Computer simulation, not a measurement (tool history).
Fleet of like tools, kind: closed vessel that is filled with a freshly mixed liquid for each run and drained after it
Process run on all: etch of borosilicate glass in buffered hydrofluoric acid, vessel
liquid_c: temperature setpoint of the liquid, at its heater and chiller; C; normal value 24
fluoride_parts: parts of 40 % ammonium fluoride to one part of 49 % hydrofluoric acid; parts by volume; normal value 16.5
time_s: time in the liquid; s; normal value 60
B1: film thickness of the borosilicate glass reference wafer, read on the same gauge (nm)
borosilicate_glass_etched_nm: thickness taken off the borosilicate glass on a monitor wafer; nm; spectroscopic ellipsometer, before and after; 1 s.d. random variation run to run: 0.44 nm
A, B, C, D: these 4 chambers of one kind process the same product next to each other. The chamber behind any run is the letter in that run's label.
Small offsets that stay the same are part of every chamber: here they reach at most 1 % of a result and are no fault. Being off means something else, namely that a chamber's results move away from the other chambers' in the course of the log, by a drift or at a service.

run 1B hour=12.4 | liquid_c=24 fluoride_parts=16.5 time_s=60 | B1=129.98 | borosilicate_glass_etched_nm=47.339
run 2A hour=19.2 | liquid_c=24 fluoride_parts=16.5 time_s=60 | B1=129.99 | borosilicate_glass_etched_nm=45.754
run 3C hour=27.3 | liquid_c=24 fluoride_parts=16.5 time_s=60 | B1=130 | borosilicate_glass_etched_nm=45.434
run 4D hour=40.8 | liquid_c=24 fluoride_parts=16.5 time_s=60 | B1=130.02 | borosilicate_glass_etched_nm=45.275
run 5C hour=56 | liquid_c=24 fluoride_parts=16.5 time_s=60 | B1=130.03 | borosilicate_glass_etched_nm=44.787
run 6A hour=70 | liquid_c=24 fluoride_parts=16.5 time_s=60 | B1=130.02 | borosilicate_glass_etched_nm=46.087
run 7B hour=79.7 | liquid_c=24 fluoride_parts=16.5 time_s=60 | B1=130.01 | borosilicate_glass_etched_nm=46.663
run 8D hour=89.7 | liquid_c=24 fluoride_parts=16.5 time_s=60 | B1=130.01 | borosilicate_glass_etched_nm=46.164
run 9C hour=99.7 | liquid_c=24 fluoride_parts=20.5 time_s=60 | B1=129.99 | borosilicate_glass_etched_nm=37.203
run 10A hour=115 | liquid_c=24 fluoride_parts=20.5 time_s=60 | B1=130 | borosilicate_glass_etched_nm=36.909
-- hour=116.1 chamber A: thermometer replaced
-- hour=117.1 chamber A: hydrofluoric acid flow meter replaced
run 11D hour=126.3 | liquid_c=24 fluoride_parts=20.5 time_s=60 | B1=129.98 | borosilicate_glass_etched_nm=36.587
run 12B hour=140.9 | liquid_c=24 fluoride_parts=20.5 time_s=60 | B1=130 | borosilicate_glass_etched_nm=37.692
run 13A hour=148.9 | liquid_c=21.5 fluoride_parts=16.5 time_s=45 | B1=130.01 | borosilicate_glass_etched_nm=29.748
run 14C hour=161.9 | liquid_c=21.5 fluoride_parts=16.5 time_s=45 | B1=130 | borosilicate_glass_etched_nm=29.867
run 15D hour=169.1 | liquid_c=21.5 fluoride_parts=16.5 time_s=45 | B1=130.03 | borosilicate_glass_etched_nm=29.832
run 16B hour=178.8 | liquid_c=21.5 fluoride_parts=16.5 time_s=45 | B1=129.99 | borosilicate_glass_etched_nm=29.897
run 17B hour=192.4 | liquid_c=24 fluoride_parts=10.5 time_s=80 | B1=130.03 | borosilicate_glass_etched_nm=96.21
run 18D hour=207.1 | liquid_c=24 fluoride_parts=10.5 time_s=80 | B1=130.01 | borosilicate_glass_etched_nm=95.283
run 19A hour=218.8 | liquid_c=24 fluoride_parts=10.5 time_s=80 | B1=129.99 | borosilicate_glass_etched_nm=94.903
run 20C hour=231.1 | liquid_c=24 fluoride_parts=10.5 time_s=80 | B1=130.01 | borosilicate_glass_etched_nm=90.815
run 21C hour=240.9 | liquid_c=24 fluoride_parts=16.5 time_s=60 | B1=130.01 | borosilicate_glass_etched_nm=45.513
run 22A hour=248.3 | liquid_c=24 fluoride_parts=16.5 time_s=60 | B1=130 | borosilicate_glass_etched_nm=45.967
run 23D hour=259.8 | liquid_c=24 fluoride_parts=16.5 time_s=60 | B1=130.01 | borosilicate_glass_etched_nm=46.663
run 24B hour=273.1 | liquid_c=22 fluoride_parts=16.5 time_s=60 | B1=129.98 | borosilicate_glass_etched_nm=41.301
-- hour=280.9 chamber D: hydrofluoric acid flow meter replaced
run 25A hour=281.9 | liquid_c=22 fluoride_parts=16.5 time_s=60 | B1=130.01 | borosilicate_glass_etched_nm=41.893
run 26B hour=289.3 | liquid_c=22 fluoride_parts=16.5 time_s=60 | B1=129.99 | borosilicate_glass_etched_nm=41.518
run 27C hour=298.1 | liquid_c=22 fluoride_parts=16.5 time_s=60 | B1=129.99 | borosilicate_glass_etched_nm=39.053
run 28D hour=306.3 | liquid_c=24 fluoride_parts=16.5 time_s=60 | B1=130.01 | borosilicate_glass_etched_nm=46.177
run 29C hour=320.2 | liquid_c=26.5 fluoride_parts=16.5 time_s=40 | B1=130.01 | borosilicate_glass_etched_nm=33.152
run 30A hour=335.3 | liquid_c=26.5 fluoride_parts=16.5 time_s=40 | B1=130.02 | borosilicate_glass_etched_nm=34.453
run 31B hour=344.5 | liquid_c=26.5 fluoride_parts=16.5 time_s=40 | B1=130.03 | borosilicate_glass_etched_nm=35.356
-- hour=345.4 chamber B: thermometer replaced
run 32D hour=351.8 | liquid_c=26.5 fluoride_parts=16.5 time_s=40 | B1=130.01 | borosilicate_glass_etched_nm=34.55
run 33B hour=365.4 | liquid_c=24 fluoride_parts=16.5 time_s=60 | B1=130 | borosilicate_glass_etched_nm=45.675
run 34C hour=380.1 | liquid_c=24 fluoride_parts=16.5 time_s=60 | B1=129.98 | borosilicate_glass_etched_nm=42.166
run 35D hour=388.7 | liquid_c=24 fluoride_parts=16.5 time_s=60 | B1=130.01 | borosilicate_glass_etched_nm=46.227
run 36A hour=400.9 | liquid_c=24 fluoride_parts=16.5 time_s=60 | B1=129.98 | borosilicate_glass_etched_nm=45.493
run 37B hour=409.1 | liquid_c=24 fluoride_parts=16.5 time_s=45 | B1=130 | borosilicate_glass_etched_nm=34.203
run 38A hour=424.3 | liquid_c=24 fluoride_parts=16.5 time_s=45 | B1=130.01 | borosilicate_glass_etched_nm=34.583
run 39C hour=431.2 | liquid_c=24 fluoride_parts=16.5 time_s=45 | B1=130.01 | borosilicate_glass_etched_nm=31.425
run 40D hour=442.3 | liquid_c=24 fluoride_parts=16.5 time_s=45 | B1=130.04 | borosilicate_glass_etched_nm=34.016
run 41D hour=450.6 | liquid_c=24 fluoride_parts=16.5 time_s=60 | B1=130.03 | borosilicate_glass_etched_nm=45.087
run 42C hour=458.9 | liquid_c=24 fluoride_parts=16.5 time_s=60 | B1=130 | borosilicate_glass_etched_nm=40.637

Decide between three cases: one chamber stands off from its peers, the gauge reading all wafers drifts, or nothing is wrong past each chamber's small offset. Where a chamber is off, say which and what most likely put it there.

Chamber C drifts away from the others.
What lies behind it: liquid colder than its thermometer reads (K) = 2.24.
Not necessarily distinguishable in this log from: hydrofluoric acid flow below the setpoint (%).

Chamber C could run next with any of the 4 candidate recipes listed below; each alters the usual settings, and their results appear as question marks. Which one brings its results back in line with what the other chambers deliver on the usual settings?
In-line tolerance around the mean of the other chambers on the usual settings: borosilicate_glass_etched_nm 1.5 nm
run 43C-1 hour=469.9 | liquid_c=24.5 fluoride_parts=16 time_s=60 | borosilicate_glass_etched_nm=?
run 43C-2 hour=469.9 | liquid_c=24 fluoride_parts=17 time_s=55 | borosilicate_glass_etched_nm=?
run 43C-3 hour=469.9 | liquid_c=26 fluoride_parts=16.5 time_s=60 | borosilicate_glass_etched_nm=?
run 43C-4 hour=469.9 | liquid_c=23.5 fluoride_parts=17 time_s=60 | borosilicate_glass_etched_nm=?

On the usual settings, the other chambers give on average: borosilicate_glass_etched_nm 45.769 nm
run=43C-1 borosilicate_glass_etched_nm=43.014
run=43C-2 borosilicate_glass_etched_nm=36.145
run=43C-3 borosilicate_glass_etched_nm=45.311
run=43C-4 borosilicate_glass_etched_nm=38.37
With 43C-3, the chamber falls back in line with the rest.
